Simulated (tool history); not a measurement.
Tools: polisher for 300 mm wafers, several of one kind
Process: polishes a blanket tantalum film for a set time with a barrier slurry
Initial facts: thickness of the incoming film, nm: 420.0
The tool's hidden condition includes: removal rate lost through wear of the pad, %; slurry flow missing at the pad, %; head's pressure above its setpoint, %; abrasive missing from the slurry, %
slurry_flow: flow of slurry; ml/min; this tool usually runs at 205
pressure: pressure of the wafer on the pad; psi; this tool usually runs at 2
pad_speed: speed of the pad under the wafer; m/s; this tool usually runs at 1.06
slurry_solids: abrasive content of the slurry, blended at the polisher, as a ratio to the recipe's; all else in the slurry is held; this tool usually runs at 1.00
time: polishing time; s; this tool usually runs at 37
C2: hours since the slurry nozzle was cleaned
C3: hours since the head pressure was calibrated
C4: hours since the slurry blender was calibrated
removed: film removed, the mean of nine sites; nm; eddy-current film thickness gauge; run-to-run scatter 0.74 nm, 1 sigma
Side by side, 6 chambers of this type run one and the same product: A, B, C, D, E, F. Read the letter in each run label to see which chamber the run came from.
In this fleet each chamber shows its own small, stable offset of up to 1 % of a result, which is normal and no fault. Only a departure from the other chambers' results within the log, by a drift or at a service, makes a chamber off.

{"run": "1C", "hour": 7.0, "slurry_flow": 205, "pressure": 2, "pad_speed": 1.06, "slurry_solids": 1.0, "time": 37, "wafers polished on this pad": 459, "C2": 328.7, "C3": 83.7, "C4": 294.8, "removed": 58.069}
{"run": "2E", "hour": 14.5, "slurry_flow": 205, "pressure": 2, "pad_speed": 1.06, "slurry_solids": 1.0, "time": 37, "wafers polished on this pad": 264, "C2": 428.1, "C3": 839.6, "C4": 106.4, "removed": 59.424}
{"hour": 22.7, "done": "chamber B: worn pad replaced by a new one"}
{"hour": 23.2, "done": "chamber D: worn pad replaced by a new one"}
{"run": "3D", "hour": 23.2, "slurry_flow": 205, "pressure": 2, "pad_speed": 1.06, "slurry_solids": 1.0, "time": 37, "wafers polished on this pad": 0, "C2": 351.7, "C3": 142.6, "C4": 27.3, "removed": 56.499}
{"run": "4A", "hour": 32.3, "slurry_flow": 205, "pressure": 2, "pad_speed": 1.06, "slurry_solids": 1.0, "time": 37, "wafers polished on this pad": 331, "C2": 52.1, "C3": 388.1, "C4": 162.6, "removed": 58.296}
{"run": "5B", "hour": 40.5, "slurry_flow": 205, "pressure": 2, "pad_speed": 1.06, "slurry_solids": 1.0, "time": 42, "wafers polished on this pad": 129, "C2": 367.4, "C3": 82.5, "C4": 127.8, "removed": 65.352}
{"run": "6F", "hour": 45.4, "slurry_flow": 205, "pressure": 2, "pad_speed": 1.06, "slurry_solids": 1.0, "time": 42, "wafers polished on this pad": 563, "C2": 400.0, "C3": 663.9, "C4": 266.3, "removed": 65.143}
{"run": "7B", "hour": 52.4, "slurry_flow": 205, "pressure": 2, "pad_speed": 1.06, "slurry_solids": 1.0, "time": 42, "wafers polished on this pad": 215, "C2": 379.3, "C3": 94.4, "C4": 139.7, "removed": 64.635}
{"run": "8C", "hour": 60.2, "slurry_flow": 205, "pressure": 2, "pad_speed": 1.06, "slurry_solids": 1.0, "time": 42, "wafers polished on this pad": 845, "C2": 381.9, "C3": 136.9, "C4": 348.0, "removed": 66.658}
{"hour": 61.1, "done": "chamber A: head pressure recalibrated"}
{"run": "9F", "hour": 64.2, "slurry_flow": 205, "pressure": 2, "pad_speed": 1.06, "slurry_solids": 1.0, "time": 42, "wafers polished on this pad": 700, "C2": 418.8, "C3": 682.7, "C4": 285.1, "removed": 64.48}
{"run": "10E", "hour": 68.2, "slurry_flow": 205, "pressure": 2, "pad_speed": 1.06, "slurry_solids": 1.0, "time": 42, "wafers polished on this pad": 654, "C2": 481.8, "C3": 893.3, "C4": 160.1, "removed": 65.114}
{"hour": 69.5, "done": "chamber F: worn pad replaced by a new one"}
{"run": "11D", "hour": 74.0, "slurry_flow": 205, "pressure": 2, "pad_speed": 1.06, "slurry_solids": 1.0, "time": 37, "wafers polished on this pad": 369, "C2": 402.5, "C3": 193.4, "C4": 78.1, "removed": 57.722}
{"run": "12A", "hour": 83.1, "slurry_flow": 205, "pressure": 2, "pad_speed": 1.06, "slurry_solids": 1.0, "time": 37, "wafers polished on this pad": 700, "C2": 102.9, "C3": 22.1, "C4": 213.4, "removed": 56.896}
{"run": "13C", "hour": 89.2, "slurry_flow": 150, "pressure": 2, "pad_speed": 1.06, "slurry_solids": 1.0, "time": 37, "wafers polished on this pad": 1056, "C2": 410.9, "C3": 165.9, "C4": 377.0, "removed": 56.147}
{"hour": 91.0, "done": "chamber B: slurry blender recalibrated"}
{"run": "14B", "hour": 93.2, "slurry_flow": 150, "pressure": 2, "pad_speed": 1.06, "slurry_solids": 1.0, "time": 37, "wafers polished on this pad": 512, "C2": 420.1, "C3": 135.2, "C4": 2.3, "removed": 56.424}
{"hour": 96.7, "done": "chamber D: worn pad replaced by a new one"}
{"run": "15D", "hour": 99.7, "slurry_flow": 150, "pressure": 2, "pad_speed": 1.06, "slurry_solids": 1.0, "time": 37, "wafers polished on this pad": 22, "C2": 428.2, "C3": 219.1, "C4": 103.8, "removed": 54.413}
{"hour": 104.1, "done": "chamber B: slurry nozzle cleaned"}
{"run": "16A", "hour": 108.5, "slurry_flow": 150, "pressure": 2, "pad_speed": 1.06, "slurry_solids": 1.0, "time": 37, "wafers polished on this pad": 884, "C2": 128.3, "C3": 47.5, "C4": 238.8, "removed": 54.347}
{"run": "17F", "hour": 116.7, "slurry_flow": 150, "pressure": 2, "pad_speed": 1.06, "slurry_solids": 1.0, "time": 37, "wafers polished on this pad": 342, "C2": 471.3, "C3": 735.2, "C4": 337.6, "removed": 55.047}
{"hour": 122.3, "done": "chamber C: slurry blender recalibrated"}
{"run": "18E", "hour": 125.2, "slurry_flow": 150, "pressure": 2, "pad_speed": 1.06, "slurry_solids": 1.0, "time": 37, "wafers polished on this pad": 1068, "C2": 538.8, "C3": 950.3, "C4": 217.1, "removed": 55.429}
{"hour": 129.3, "done": "chamber A: worn pad replaced by a new one"}
{"run": "19B", "hour": 132.7, "slurry_flow": 205, "pressure": 2, "pad_speed": 1.06, "slurry_solids": 1.0, "time": 37, "wafers polished on this pad": 798, "C2": 28.7, "C3": 174.7, "C4": 41.8, "removed": 57.785}
{"run": "20E", "hour": 139.8, "slurry_flow": 205, "pressure": 2, "pad_speed": 1.06, "slurry_solids": 1.0, "time": 37, "wafers polished on this pad": 1174, "C2": 553.4, "C3": 964.9, "C4": 231.7, "removed": 57.704}
{"run": "21C", "hour": 147.8, "slurry_flow": 205, "pressure": 2, "pad_speed": 0.94, "slurry_solids": 1.0, "time": 37, "wafers polished on this pad": 1481, "C2": 469.5, "C3": 224.5, "C4": 25.5, "removed": 50.694}
{"run": "22D", "hour": 154.4, "slurry_flow": 205, "pressure": 2, "pad_speed": 0.94, "slurry_solids": 1.0, "time": 37, "wafers polished on this pad": 419, "C2": 482.9, "C3": 273.8, "C4": 158.5, "removed": 50.68}
{"hour": 162.0, "done": "chamber F: worn pad replaced by a new one"}
{"run": "23F", "hour": 163.0, "slurry_flow": 205, "pressure": 2, "pad_speed": 0.94, "slurry_solids": 1.0, "time": 37, "wafers polished on this pad": 7, "C2": 517.6, "C3": 781.5, "C4": 383.9, "removed": 49.601}
{"hour": 164.1, "done": "chamber C: worn pad replaced by a new one"}
{"hour": 165.8, "done": "chamber D: worn pad replaced by a new one"}
{"run": "24A", "hour": 168.4, "slurry_flow": 205, "pressure": 2, "pad_speed": 0.94, "slurry_solids": 1.0, "time": 37, "wafers polished on this pad": 284, "C2": 188.2, "C3": 107.4, "C4": 298.7, "removed": 50.977}
{"run": "25B", "hour": 177.1, "slurry_flow": 205, "pressure": 2, "pad_speed": 0.94, "slurry_solids": 1.0, "time": 37, "wafers polished on this pad": 1121, "C2": 73.1, "C3": 219.1, "C4": 86.2, "removed": 50.837}
{"run": "26F", "hour": 183.2, "slurry_flow": 205, "pressure": 2, "pad_speed": 0.94, "slurry_solids": 1.0, "time": 37, "wafers polished on this pad": 154, "C2": 537.8, "C3": 801.7, "C4": 404.1, "removed": 49.858}
{"hour": 183.6, "done": "chamber B: worn pad replaced by a new one"}
{"run": "27D", "hour": 190.4, "slurry_flow": 205, "pressure": 2, "pad_speed": 1.06, "slurry_solids": 1.0, "time": 37, "wafers polished on this pad": 179, "C2": 518.9, "C3": 309.8, "C4": 194.5, "removed": 58.967}
{"hour": 191.1, "done": "chamber E: worn pad replaced by a new one"}
{"run": "28E", "hour": 197.0, "slurry_flow": 205, "pressure": 2, "pad_speed": 1.06, "slurry_solids": 1.0, "time": 37, "wafers polished on this pad": 43, "C2": 610.6, "C3": 1022.1, "C4": 288.9, "removed": 58.568}
{"run": "29C", "hour": 203.2, "slurry_flow": 205, "pressure": 2, "pad_speed": 1.06, "slurry_solids": 1.0, "time": 37, "wafers polished on this pad": 284, "C2": 524.9, "C3": 279.9, "C4": 80.9, "removed": 57.876}
{"run": "30A", "hour": 208.2, "slurry_flow": 205, "pressure": 2, "pad_speed": 1.06, "slurry_solids": 1.0, "time": 37, "wafers polished on this pad": 573, "C2": 228.0, "C3": 147.2, "C4": 338.5, "removed": 57.767}
{"run": "31D", "hour": 212.6, "slurry_flow": 205, "pressure": 2, "pad_speed": 1.06, "slurry_solids": 1.0, "time": 37, "wafers polished on this pad": 340, "C2": 541.1, "C3": 332.0, "C4": 216.7, "removed": 57.353}
{"run": "32F", "hour": 218.5, "slurry_flow": 205, "pressure": 2, "pad_speed": 1.2, "slurry_solids": 1.15, "time": 37, "wafers polished on this pad": 410, "C2": 573.1, "C3": 837.0, "C4": 439.4, "removed": 62.506}
{"run": "33C", "hour": 223.8, "slurry_flow": 205, "pressure": 2, "pad_speed": 1.2, "slurry_solids": 1.15, "time": 37, "wafers polished on this pad": 433, "C2": 545.5, "C3": 300.5, "C4": 101.5, "removed": 68.343}
{"run": "34E", "hour": 229.4, "slurry_flow": 205, "pressure": 2, "pad_speed": 1.2, "slurry_solids": 1.15, "time": 37, "wafers polished on this pad": 278, "C2": 643.0, "C3": 1054.5, "C4": 321.3, "removed": 68.384}
{"run": "35A", "hour": 237.6, "slurry_flow": 205, "pressure": 2, "pad_speed": 1.2, "slurry_solids": 1.15, "time": 37, "wafers polished on this pad": 786, "C2": 257.4, "C3": 176.6, "C4": 367.9, "removed": 66.527}
{"run": "36B", "hour": 242.3, "slurry_flow": 205, "pressure": 2, "pad_speed": 1.2, "slurry_solids": 1.15, "time": 37, "wafers polished on this pad": 426, "C2": 138.3, "C3": 284.3, "C4": 151.4, "removed": 69.563}
{"hour": 247.3, "done": "chamber D: worn pad replaced by a new one"}
{"hour": 248.9, "done": "chamber F: head pressure recalibrated"}
{"run": "37B", "hour": 250.5, "slurry_flow": 205, "pressure": 2, "pad_speed": 1.2, "slurry_solids": 1.15, "time": 37, "wafers polished on this pad": 486, "C2": 146.5, "C3": 292.5, "C4": 159.6, "removed": 67.748}
{"hour": 253.1, "done": "chamber F: worn pad replaced by a new one"}
{"run": "38D", "hour": 254.8, "slurry_flow": 205, "pressure": 2, "pad_speed": 1.06, "slurry_solids": 1.0, "time": 37, "wafers polished on this pad": 54, "C2": 583.3, "C3": 374.2, "C4": 258.9, "removed": 57.647}
{"run": "39F", "hour": 262.6, "slurry_flow": 205, "pressure": 2, "pad_speed": 1.06, "slurry_solids": 1.0, "time": 37, "wafers polished on this pad": 69, "C2": 617.2, "C3": 13.7, "C4": 483.5, "removed": 54.261}
{"run": "40C", "hour": 270.1, "slurry_flow": 205, "pressure": 2, "pad_speed": 1.06, "slurry_solids": 1.0, "time": 37, "wafers polished on this pad": 769, "C2": 591.8, "C3": 346.8, "C4": 147.8, "removed": 60.298}
{"hour": 273.3, "done": "chamber E: slurry blender recalibrated"}
{"run": "41E", "hour": 278.8, "slurry_flow": 205, "pressure": 2, "pad_speed": 1.06, "slurry_solids": 1.0, "time": 37, "wafers polished on this pad": 637, "C2": 692.4, "C3": 1103.9, "C4": 5.5, "removed": 56.676}

For the next run the whole fleet of 6 chambers uses the same settings. Give each chamber's results:
{"run": "42A", "hour": 285.3, "slurry_flow": 205, "pressure": 2, "pad_speed": 1.06, "slurry_solids": 1.0, "time": 37, "removed": "?"}
{"run": "42B", "hour": 285.3, "slurry_flow": 205, "pressure": 2, "pad_speed": 1.06, "slurry_solids": 1.0, "time": 37, "removed": "?"}
{"run": "42C", "hour": 285.3, "slurry_flow": 205, "pressure": 2, "pad_speed": 1.06, "slurry_solids": 1.0, "time": 37, "removed": "?"}
{"run": "42D", "hour": 285.3, "slurry_flow": 205, "pressure": 2, "pad_speed": 1.06, "slurry_solids": 1.0, "time": 37, "removed": "?"}
{"run": "42E", "hour": 285.3, "slurry_flow": 205, "pressure": 2, "pad_speed": 1.06, "slurry_solids": 1.0, "time": 37, "removed": "?"}
{"run": "42F", "hour": 285.3, "slurry_flow": 205, "pressure": 2, "pad_speed": 1.06, "slurry_solids": 1.0, "time": 37, "removed": "?"}

run=42A removed=57.331
run=42B removed=58.642
run=42C removed=57.501
run=42D removed=58.293
run=42E removed=57.031
run=42F removed=52.811

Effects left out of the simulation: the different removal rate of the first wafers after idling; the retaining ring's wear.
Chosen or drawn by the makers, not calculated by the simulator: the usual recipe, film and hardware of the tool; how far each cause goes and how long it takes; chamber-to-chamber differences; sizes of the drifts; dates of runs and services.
